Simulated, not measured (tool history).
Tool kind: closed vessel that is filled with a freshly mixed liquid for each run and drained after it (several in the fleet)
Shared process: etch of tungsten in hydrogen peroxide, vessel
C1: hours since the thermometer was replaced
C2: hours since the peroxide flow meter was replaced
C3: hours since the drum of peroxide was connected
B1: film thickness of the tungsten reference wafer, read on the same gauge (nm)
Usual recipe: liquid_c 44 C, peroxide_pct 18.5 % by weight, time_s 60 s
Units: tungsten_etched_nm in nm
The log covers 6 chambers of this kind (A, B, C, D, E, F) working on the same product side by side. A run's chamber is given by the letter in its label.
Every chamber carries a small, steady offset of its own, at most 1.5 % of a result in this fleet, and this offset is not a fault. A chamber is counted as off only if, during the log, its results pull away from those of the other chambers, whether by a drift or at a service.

run 1B hour=13.1 | liquid_c=44 peroxide_pct=18.5 time_s=60 | C1=1415.6 C2=1005.1 C3=225.3 | B1=50.004 | tungsten_etched_nm=109.73
run 2C hour=20.1 | liquid_c=44 peroxide_pct=18.5 time_s=60 | C1=295.5 C2=1150.2 C3=201.6 | B1=49.99 | tungsten_etched_nm=107.57
run 3F hour=31.4 | liquid_c=44 peroxide_pct=18.5 time_s=60 | C1=652.8 C2=650.2 C3=140.8 | B1=50.042 | tungsten_etched_nm=106.72
run 4A hour=38.4 | liquid_c=44 peroxide_pct=18.5 time_s=60 | C1=1718.8 C2=1426.2 C3=191.3 | B1=49.999 | tungsten_etched_nm=106.21
run 5D hour=46.6 | liquid_c=41 peroxide_pct=18.5 time_s=70 | C1=737.3 C2=1307.8 C3=819 | B1=50.014 | tungsten_etched_nm=102.98
run 6E hour=53.8 | liquid_c=41 peroxide_pct=18.5 time_s=70 | C1=124.3 C2=670.8 C3=926.1 | B1=50.008 | tungsten_etched_nm=102.6
-- hour=64 chamber C: peroxide flow meter replaced
run 7E hour=65.6 | liquid_c=41 peroxide_pct=18.5 time_s=70 | C1=136.1 C2=682.6 C3=937.9 | B1=50.008 | tungsten_etched_nm=104.41
run 8B hour=76.8 | liquid_c=41 peroxide_pct=18.5 time_s=70 | C1=1479.3 C2=1068.8 C3=289 | B1=50.013 | tungsten_etched_nm=104.93
run 9C hour=84.5 | liquid_c=41 peroxide_pct=18.5 time_s=70 | C1=359.9 C2=20.5 C3=266 | B1=49.962 | tungsten_etched_nm=102.23
run 10F hour=99.1 | liquid_c=41 peroxide_pct=18.5 time_s=70 | C1=720.5 C2=717.9 C3=208.5 | B1=50.063 | tungsten_etched_nm=101.86
run 11A hour=109.7 | liquid_c=44 peroxide_pct=18.5 time_s=60 | C1=1790.1 C2=1497.5 C3=262.6 | B1=49.976 | tungsten_etched_nm=107.38
-- hour=110.1 chamber C: new drum of peroxide connected
run 12D hour=117.3 | liquid_c=44 peroxide_pct=18.5 time_s=75 | C1=808 C2=1378.5 C3=889.7 | B1=49.974 | tungsten_etched_nm=133.88
run 13F hour=123.9 | liquid_c=44 peroxide_pct=18.5 time_s=75 | C1=745.3 C2=742.7 C3=233.3 | B1=50.006 | tungsten_etched_nm=132.66
run 14C hour=132.4 | liquid_c=44 peroxide_pct=18.5 time_s=75 | C1=407.8 C2=68.4 C3=22.3 | B1=50.043 | tungsten_etched_nm=134.82
-- hour=138.3 chamber D: new drum of peroxide connected
run 15E hour=145.3 | liquid_c=44 peroxide_pct=18.5 time_s=75 | C1=215.8 C2=762.3 C3=1017.6 | B1=50.02 | tungsten_etched_nm=134.01
run 16D hour=156.3 | liquid_c=44 peroxide_pct=18.5 time_s=75 | C1=847 C2=1417.5 C3=18 | B1=49.992 | tungsten_etched_nm=133.99
run 17B hour=164.3 | liquid_c=44 peroxide_pct=18.5 time_s=75 | C1=1566.8 C2=1156.3 C3=376.5 | B1=50.021 | tungsten_etched_nm=137
run 18A hour=177.5 | liquid_c=44 peroxide_pct=18.5 time_s=60 | C1=1857.9 C2=1565.3 C3=330.4 | B1=49.964 | tungsten_etched_nm=107.54
-- hour=190 chamber D: thermometer replaced
run 19D hour=191 | liquid_c=44 peroxide_pct=18.5 time_s=60 | C1=1 C2=1452.2 C3=52.7 | B1=49.993 | tungsten_etched_nm=107.12
run 20B hour=202.2 | liquid_c=44 peroxide_pct=18.5 time_s=60 | C1=1604.7 C2=1194.2 C3=414.4 | B1=49.998 | tungsten_etched_nm=111.77
run 21C hour=215.2 | liquid_c=50.5 peroxide_pct=18.5 time_s=60 | C1=490.6 C2=151.2 C3=105.1 | B1=49.941 | tungsten_etched_nm=163.46
-- hour=215.6 chamber E: new drum of peroxide connected
run 22A hour=223.5 | liquid_c=50.5 peroxide_pct=18.5 time_s=60 | C1=1903.9 C2=1611.3 C3=376.4 | B1=50.025 | tungsten_etched_nm=161.7
run 23E hour=237.7 | liquid_c=50.5 peroxide_pct=18.5 time_s=60 | C1=308.2 C2=854.7 C3=22.2 | B1=50.01 | tungsten_etched_nm=160.29
run 24F hour=245.3 | liquid_c=50.5 peroxide_pct=18.5 time_s=60 | C1=866.7 C2=864.1 C3=354.7 | B1=49.985 | tungsten_etched_nm=159.94
run 25F hour=255.1 | liquid_c=50.5 peroxide_pct=18.5 time_s=60 | C1=876.5 C2=873.9 C3=364.5 | B1=50.004 | tungsten_etched_nm=162.09
run 26E hour=262.3 | liquid_c=50.5 peroxide_pct=18.5 time_s=60 | C1=332.8 C2=879.3 C3=46.8 | B1=50.01 | tungsten_etched_nm=161.24
run 27D hour=270.4 | liquid_c=44 peroxide_pct=18.5 time_s=60 | C1=80.4 C2=1531.6 C3=132.1 | B1=49.96 | tungsten_etched_nm=109.11
run 28C hour=279.1 | liquid_c=44 peroxide_pct=18.5 time_s=60 | C1=554.5 C2=215.1 C3=169 | B1=49.988 | tungsten_etched_nm=107.54
run 29B hour=286.2 | liquid_c=44 peroxide_pct=18.5 time_s=60 | C1=1688.7 C2=1278.2 C3=498.4 | B1=49.967 | tungsten_etched_nm=115.35
run 30A hour=299.2 | liquid_c=44 peroxide_pct=22 time_s=60 | C1=1979.6 C2=1687 C3=452.1 | B1=50.015 | tungsten_etched_nm=118.68
run 31C hour=306.2 | liquid_c=44 peroxide_pct=22 time_s=60 | C1=581.6 C2=242.2 C3=196.1 | B1=49.983 | tungsten_etched_nm=115.21
-- hour=317.1 chamber A: thermometer replaced
run 32A hour=318.7 | liquid_c=44 peroxide_pct=22 time_s=60 | C1=1.7 C2=1706.5 C3=471.6 | B1=49.978 | tungsten_etched_nm=116.97
run 33B hour=329.7 | liquid_c=44 peroxide_pct=22 time_s=60 | C1=1732.2 C2=1321.7 C3=541.9 | B1=50.03 | tungsten_etched_nm=128.28
run 34F hour=344.8 | liquid_c=44 peroxide_pct=22 time_s=60 | C1=966.2 C2=963.6 C3=454.2 | B1=49.981 | tungsten_etched_nm=116.27
run 35D hour=352.3 | liquid_c=44 peroxide_pct=22 time_s=60 | C1=162.3 C2=1613.5 C3=214 | B1=50.012 | tungsten_etched_nm=118.74
run 36E hour=365.2 | liquid_c=44 peroxide_pct=18.5 time_s=60 | C1=435.7 C2=982.2 C3=149.7 | B1=50.004 | tungsten_etched_nm=106.38
run 37D hour=374.8 | liquid_c=44 peroxide_pct=18.5 time_s=60 | C1=184.8 C2=1636 C3=236.5 | B1=49.999 | tungsten_etched_nm=108.11

For the next run the whole fleet of 6 chambers uses the same settings. Give each chamber's results:
run 38A hour=385.6 | liquid_c=44 peroxide_pct=18.5 time_s=60 | tungsten_etched_nm=?
run 38B hour=385.6 | liquid_c=44 peroxide_pct=18.5 time_s=60 | tungsten_etched_nm=?
run 38C hour=385.6 | liquid_c=44 peroxide_pct=18.5 time_s=60 | tungsten_etched_nm=?
run 38D hour=385.6 | liquid_c=44 peroxide_pct=18.5 time_s=60 | tungsten_etched_nm=?
run 38E hour=385.6 | liquid_c=44 peroxide_pct=18.5 time_s=60 | tungsten_etched_nm=?
run 38F hour=385.6 | liquid_c=44 peroxide_pct=18.5 time_s=60 | tungsten_etched_nm=?

run=38A tungsten_etched_nm=107.08
run=38B tungsten_etched_nm=119.13
run=38C tungsten_etched_nm=105.99
run=38D tungsten_etched_nm=109.13
run=38E tungsten_etched_nm=106.86
run=38F tungsten_etched_nm=106.72

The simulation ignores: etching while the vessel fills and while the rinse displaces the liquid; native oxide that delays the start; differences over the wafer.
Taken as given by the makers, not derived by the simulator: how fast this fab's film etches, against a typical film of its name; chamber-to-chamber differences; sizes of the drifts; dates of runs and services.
